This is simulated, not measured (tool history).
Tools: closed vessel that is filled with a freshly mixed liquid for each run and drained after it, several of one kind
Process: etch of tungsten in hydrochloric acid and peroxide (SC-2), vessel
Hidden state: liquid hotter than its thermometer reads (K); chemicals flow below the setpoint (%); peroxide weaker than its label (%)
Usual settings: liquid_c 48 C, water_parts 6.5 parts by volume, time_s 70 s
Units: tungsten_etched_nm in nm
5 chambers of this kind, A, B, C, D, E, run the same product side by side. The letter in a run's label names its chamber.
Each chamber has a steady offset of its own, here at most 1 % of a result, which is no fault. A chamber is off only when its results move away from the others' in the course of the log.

| run | hour | liquid_c | water_parts | time_s | hours since the thermometer was replaced | hours since the chemicals flow meter was replaced | hours since the drum of peroxide was connected | read-back film thickness of the tungsten reference wafer, read on the same gauge (nm) | tungsten_etched_nm |
|---|---|---|---|---|---|---|---|---|---|
| 1D | 2.3 | 48 | 6.5 | 70 | 1367.0 | 398.4 | 371.7 | 30.032 | 19.248 |
| 2A | 5.5 | 48 | 6.5 | 70 | 298.6 | 676.6 | 254.5 | 29.986 | 19.230 |
| 3E | 9.0 | 48 | 6.5 | 70 | 1102.3 | 871.3 | 469.3 | 29.982 | 19.342 |
| 4C | 12.4 | 48 | 6.5 | 70 | 372.7 | 143.0 | 49.8 | 29.987 | 19.404 |
| 5B | 16.5 | 48 | 6.5 | 70 | 497.9 | 138.5 | 696.2 | 30.001 | 19.156 |
| 6D | 20.0 | 52 | 6.5 | 70 | 1384.7 | 416.1 | 389.4 | 30.017 | 25.401 |
| 7E | 23.0 | 52 | 6.5 | 70 | 1116.3 | 885.3 | 483.3 | 29.995 | 25.404 |
| 8A | 26.5 | 52 | 6.5 | 70 | 319.6 | 697.6 | 275.5 | 29.984 | 25.194 |
| 9B | 29.0 | 52 | 6.5 | 70 | 510.4 | 151.0 | 708.7 | 29.987 | 24.602 |
| 10C | 32.9 | 52 | 6.5 | 70 | 393.2 | 163.5 | 70.3 | 30.008 | 25.320 |
| 11C | 36.5 | 48 | 6.5 | 70 | 396.8 | 167.1 | 73.9 | 30.007 | 19.114 |
| 12A | 39.8 | 48 | 6.5 | 70 | 332.9 | 710.9 | 288.8 | 29.996 | 19.099 |
| 13D | 43.0 | 48 | 6.5 | 70 | 1407.7 | 439.1 | 412.4 | 29.989 | 19.575 |
| 14B | 46.2 | 48 | 6.5 | 70 | 527.6 | 168.2 | 725.9 | 30.015 | 19.378 |
| 15E | 49.9 | 48 | 6.5 | 70 | 1143.2 | 912.2 | 510.2 | 29.968 | 19.469 |
| 16C | 53.0 | 41 | 6.5 | 60 | 413.3 | 183.6 | 90.4 | 29.975 | 10.198 |
| 17E | 56.4 | 41 | 6.5 | 60 | 1149.7 | 918.7 | 516.7 | 30.038 | 10.259 |
| 18B | 60.4 | 41 | 6.5 | 60 | 541.8 | 182.4 | 740.1 | 29.955 | 10.078 |
| 19A | 62.5 | 41 | 6.5 | 60 | 355.6 | 733.6 | 311.5 | 29.972 | 10.180 |
| 20D | 65.3 | 41 | 6.5 | 60 | 1430.0 | 461.4 | 434.7 | 29.980 | 10.173 |
| 21A | 68.4 | 48 | 6.5 | 70 | 361.5 | 739.5 | 317.4 | 29.988 | 18.936 |
| 22C | 71.9 | 48 | 6.5 | 70 | 432.2 | 202.5 | 109.3 | 29.950 | 19.281 |
| 23D | 76.0 | 48 | 6.5 | 70 | 1440.7 | 472.1 | 445.4 | 30.018 | 19.218 |
| 24B | 78.9 | 48 | 6.5 | 60 | 560.3 | 200.9 | 758.6 | 29.986 | 16.580 |
| 25E | 82.9 | 48 | 6.5 | 60 | 1176.2 | 945.2 | 543.2 | 30.041 | 16.422 |
| 26C | 86.5 | 48 | 6.5 | 60 | 446.8 | 217.1 | 123.9 | 29.989 | 16.584 |
| 27D | 89.3 | 48 | 6.5 | 60 | 1454.0 | 485.4 | 458.7 | 29.993 | 16.430 |
| 28A | 92.6 | 48 | 6.5 | 60 | 385.7 | 763.7 | 341.6 | 29.981 | 16.525 |
| 29E | 95.2 | 48 | 6.5 | 70 | 1188.5 | 957.5 | 555.5 | 30.024 | 19.524 |
| 30B | 98.2 | 48 | 6.5 | 70 | 579.6 | 220.2 | 777.9 | 29.984 | 19.124 |

Next, every chamber runs the same settings. What will each give?
| 31A | 101.2 | 48 | 6.5 | 70 |  |  |  |  | ? |
| 31B | 101.2 | 48 | 6.5 | 70 |  |  |  |  | ? |
| 31C | 101.2 | 48 | 6.5 | 70 |  |  |  |  | ? |
| 31D | 101.2 | 48 | 6.5 | 70 |  |  |  |  | ? |
| 31E | 101.2 | 48 | 6.5 | 70 |  |  |  |  | ? |

| run | tungsten_etched_nm |
|---|---|
| 31A | 18.932 |
| 31B | 18.840 |
| 31C | 19.208 |
| 31D | 19.318 |
| 31E | 19.641 |
